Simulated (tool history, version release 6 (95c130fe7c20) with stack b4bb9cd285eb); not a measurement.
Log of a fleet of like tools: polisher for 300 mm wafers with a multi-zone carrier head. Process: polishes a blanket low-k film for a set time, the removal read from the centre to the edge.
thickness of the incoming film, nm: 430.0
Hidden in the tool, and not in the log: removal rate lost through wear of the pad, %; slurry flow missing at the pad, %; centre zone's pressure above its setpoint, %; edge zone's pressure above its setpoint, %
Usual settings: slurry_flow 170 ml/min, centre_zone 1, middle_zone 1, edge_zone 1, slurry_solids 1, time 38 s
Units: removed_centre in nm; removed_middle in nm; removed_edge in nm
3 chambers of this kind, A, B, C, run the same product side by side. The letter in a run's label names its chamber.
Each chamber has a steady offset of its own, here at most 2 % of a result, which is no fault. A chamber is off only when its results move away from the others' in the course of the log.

| run | hour | slurry_flow | centre_zone | middle_zone | edge_zone | slurry_solids | time | wafers polished on this pad | hours since the slurry nozzle was cleaned | hours since the centre zone pressure was calibrated | hours since the edge zone pressure was calibrated | removed_centre | removed_middle | removed_edge |
|---|---|---|---|---|---|---|---|---|---|---|---|---|---|---|
| 1C | 6.7 | 170 | 1 | 1 | 1 | 1 | 38 | 114 | 185 | 1064 | 189.1 | 11.714 | 11.749 | 11.774 |
| 2A | 19.2 | 170 | 1 | 1 | 1 | 1 | 38 | 253 | 249.4 | 65.1 | 671.7 | 11.508 | 12.004 | 11.72 |
| 3B | 30.6 | 170 | 1 | 1 | 1 | 1 | 38 | 495 | 239.7 | 76.8 | 173.8 | 11.819 | 11.812 | 11.453 |
| 4A | 40.4 | 170 | 1 | 1 | 1 | 1 | 38 | 441 | 270.6 | 86.3 | 692.9 | 11.177 | 11.513 | 11.725 |
| 5C | 50.1 | 170 | 1 | 1 | 1 | 1 | 38 | 499 | 228.4 | 1107.4 | 232.5 | 11.763 | 11.862 | 11.634 |
| 6B | 60.2 | 170 | 1 | 1 | 1 | 1 | 38 | 757 | 269.3 | 106.4 | 203.4 | 11.699 | 11.725 | 11.457 |
|  | 68.4 | chamber B: worn pad replaced by a new one |
| 7A | 73.6 | 170 | 1 | 1 | 1 | 1 | 38 | 735 | 303.8 | 119.5 | 726.1 | 11.63 | 12.004 | 11.802 |
| 8C | 83.1 | 170 | 1 | 1 | 1 | 1 | 38 | 792 | 261.4 | 1140.4 | 265.5 | 11.711 | 11.882 | 11.621 |
| 9B | 90 | 170 | 1 | 1 | 1 | 1 | 38 | 192 | 299.1 | 136.2 | 233.2 | 11.701 | 11.498 | 11.371 |
| 10A | 97.4 | 170 | 1 | 1 | 1 | 1 | 38 | 946 | 327.6 | 143.3 | 749.9 | 11.503 | 11.822 | 11.642 |
|  | 98.7 | chamber A: slurry nozzle cleaned |
|  | 103.4 | chamber A: worn pad replaced by a new one |
| 11C | 110.5 | 170 | 1 | 1 | 1 | 1 | 38 | 1035 | 288.8 | 1167.8 | 292.9 | 11.73 | 12.004 | 11.869 |
|  | 120 | chamber C: worn pad replaced by a new one |
| 12B | 121.3 | 170 | 1 | 1 | 1 | 1 | 38 | 469 | 330.4 | 167.5 | 264.5 | 11.889 | 11.43 | 11.808 |
| 13C | 134.3 | 170 | 1 | 1 | 1 | 1 | 38 | 127 | 312.6 | 1191.6 | 316.7 | 11.734 | 11.832 | 11.849 |
| 14B | 141 | 170 | 1 | 0.9 | 1 | 1 | 38 | 644 | 350.1 | 187.2 | 284.2 | 11.569 | 10.583 | 11.604 |
|  | 145.2 | chamber C: centre zone pressure recalibrated |
| 15A | 150.1 | 170 | 1 | 0.9 | 1 | 1 | 38 | 414 | 51.5 | 196 | 802.6 | 11.658 | 10.909 | 11.789 |
|  | 160 | chamber B: worn pad replaced by a new one |
| 16B | 163.2 | 170 | 1 | 0.9 | 1 | 1 | 38 | 28 | 372.3 | 209.4 | 306.4 | 11.739 | 10.485 | 11.682 |
| 17A | 174.4 | 170 | 1 | 1 | 1 | 1 | 38 | 629 | 75.8 | 220.3 | 826.9 | 11.806 | 11.803 | 11.682 |
| 18C | 184.4 | 170 | 1 | 1 | 1 | 1 | 38 | 571 | 362.7 | 39.3 | 366.8 | 12.996 | 11.653 | 11.747 |
| 19B | 196.1 | 170 | 1 | 1 | 1 | 1 | 38 | 320 | 405.2 | 242.3 | 339.3 | 11.756 | 11.545 | 11.503 |
|  | 197.2 | chamber B: slurry nozzle cleaned |
|  | 201.8 | chamber B: edge zone pressure recalibrated |
| 20A | 202.8 | 170 | 1 | 1 | 1 | 1 | 38 | 881 | 104.2 | 248.7 | 855.3 | 11.744 | 11.774 | 11.588 |
| 21C | 211.5 | 170 | 1 | 1 | 1 | 1 | 38 | 811 | 389.8 | 66.4 | 393.9 | 12.938 | 11.875 | 11.832 |
| 22B | 223.7 | 170 | 1 | 1 | 1 | 1 | 38 | 565 | 26.5 | 269.9 | 22 | 11.777 | 11.423 | 11.822 |
|  | 230.6 | chamber A: worn pad replaced by a new one |
| 23A | 231.8 | 170 | 1 | 1 | 1 | 1 | 38 | 11 | 133.2 | 277.7 | 884.3 | 11.634 | 11.823 | 11.804 |
| 24C | 245.3 | 170 | 0.94 | 1 | 1 | 1 | 38 | 1111 | 423.6 | 100.2 | 427.7 | 12.399 | 11.936 | 11.857 |
|  | 248.3 | chamber B: worn pad replaced by a new one |
| 25A | 255.4 | 170 | 0.94 | 1 | 1 | 1 | 38 | 220 | 156.8 | 301.3 | 907.9 | 10.943 | 11.853 | 11.79 |
|  | 259.6 | chamber C: worn pad replaced by a new one |
| 26C | 265.3 | 170 | 0.94 | 1 | 1 | 1 | 38 | 51 | 443.6 | 120.2 | 447.7 | 12.159 | 12.003 | 11.831 |
| 27B | 278.2 | 170 | 1 | 1 | 1 | 1 | 38 | 265 | 81 | 324.4 | 76.5 | 11.777 | 11.723 | 11.714 |
| 28A | 288.2 | 170 | 1 | 1 | 1 | 1 | 38 | 511 | 189.6 | 334.1 | 940.7 | 11.73 | 11.872 | 11.913 |
| 29B | 297.9 | 170 | 0.92 | 1 | 1 | 1 | 38 | 440 | 100.7 | 344.1 | 96.2 | 10.795 | 11.687 | 11.653 |
| 30C | 310.4 | 170 | 0.92 | 1 | 1 | 1 | 38 | 451 | 488.7 | 165.3 | 492.8 | 11.792 | 11.945 | 11.813 |
| 31C | 322.6 | 170 | 0.92 | 1 | 1 | 1 | 38 | 559 | 500.9 | 177.5 | 505 | 12.187 | 12 | 11.76 |
| 32B | 331.5 | 150 | 1 | 1 | 1 | 1.25 | 38 | 738 | 134.3 | 377.7 | 129.8 | 12.614 | 12.296 | 12.734 |
| 33A | 337.5 | 150 | 1 | 1 | 1 | 1.25 | 38 | 948 | 238.9 | 383.4 | 990 | 12.735 | 12.995 | 12.685 |
|  | 338.1 | chamber B: worn pad replaced by a new one |
| 34A | 348 | 150 | 1 | 1 | 1 | 1.25 | 38 | 1041 | 249.4 | 393.9 | 1000.5 | 12.733 | 12.802 | 12.684 |
| 35B | 355.7 | 170 | 1 | 1 | 1 | 1 | 38 | 156 | 158.5 | 401.9 | 154 | 11.731 | 11.793 | 11.713 |
| 36C | 363.4 | 170 | 1 | 1 | 1 | 1 | 38 | 921 | 541.7 | 218.3 | 545.8 | 13.339 | 11.803 | 11.918 |
| 37B | 373.6 | 170 | 1 | 1 | 1 | 1 | 38 | 315 | 176.4 | 419.8 | 171.9 | 11.706 | 11.648 | 11.477 |

Is one chamber off against the others, does the gauge drift, or is nothing wrong? If a chamber is off, say which, and what the likeliest cause is.

A service left chamber C off against the others.
Cause: centre zone's pressure above its setpoint, % = 11.1.

Here are 4 candidates for chamber C's next run, each the usual settings with a change, their results left as question marks. Which one brings its results back in line with what the others give on the usual settings?
In line means no further than this from the other chambers' mean on the usual settings: removed_centre 0.57 nm; removed_middle 0.53 nm; removed_edge 0.56 nm
| 38C-1 | 383.6 | 170 | 1.02 | 1 | 0.99 | 1 | 38 |  |  |  |  | ? | ? | ? |
| 38C-2 | 383.6 | 175 | 1.08 | 0.98 | 0.97 | 1 | 39 |  |  |  |  | ? | ? | ? |
| 38C-3 | 383.6 | 165 | 0.92 | 1.02 | 1.03 | 1 | 37 |  |  |  |  | ? | ? | ? |
| 38C-4 | 383.6 | 170 | 0.98 | 1 | 1.01 | 1 | 38 |  |  |  |  | ? | ? | ? |

The other chambers' mean on the usual settings: removed_centre 11.671 nm; removed_middle 11.742 nm; removed_edge 11.679 nm
| run | removed_centre | removed_middle | removed_edge |
|---|---|---|---|
| 38C-1 | 13.185 | 11.763 | 11.774 |
| 38C-2 | 14.469 | 11.906 | 12.006 |
| 38C-3 | 11.417 | 11.609 | 11.654 |
| 38C-4 | 12.629 | 11.765 | 11.897 |
38C-3 brings the chamber back in line.
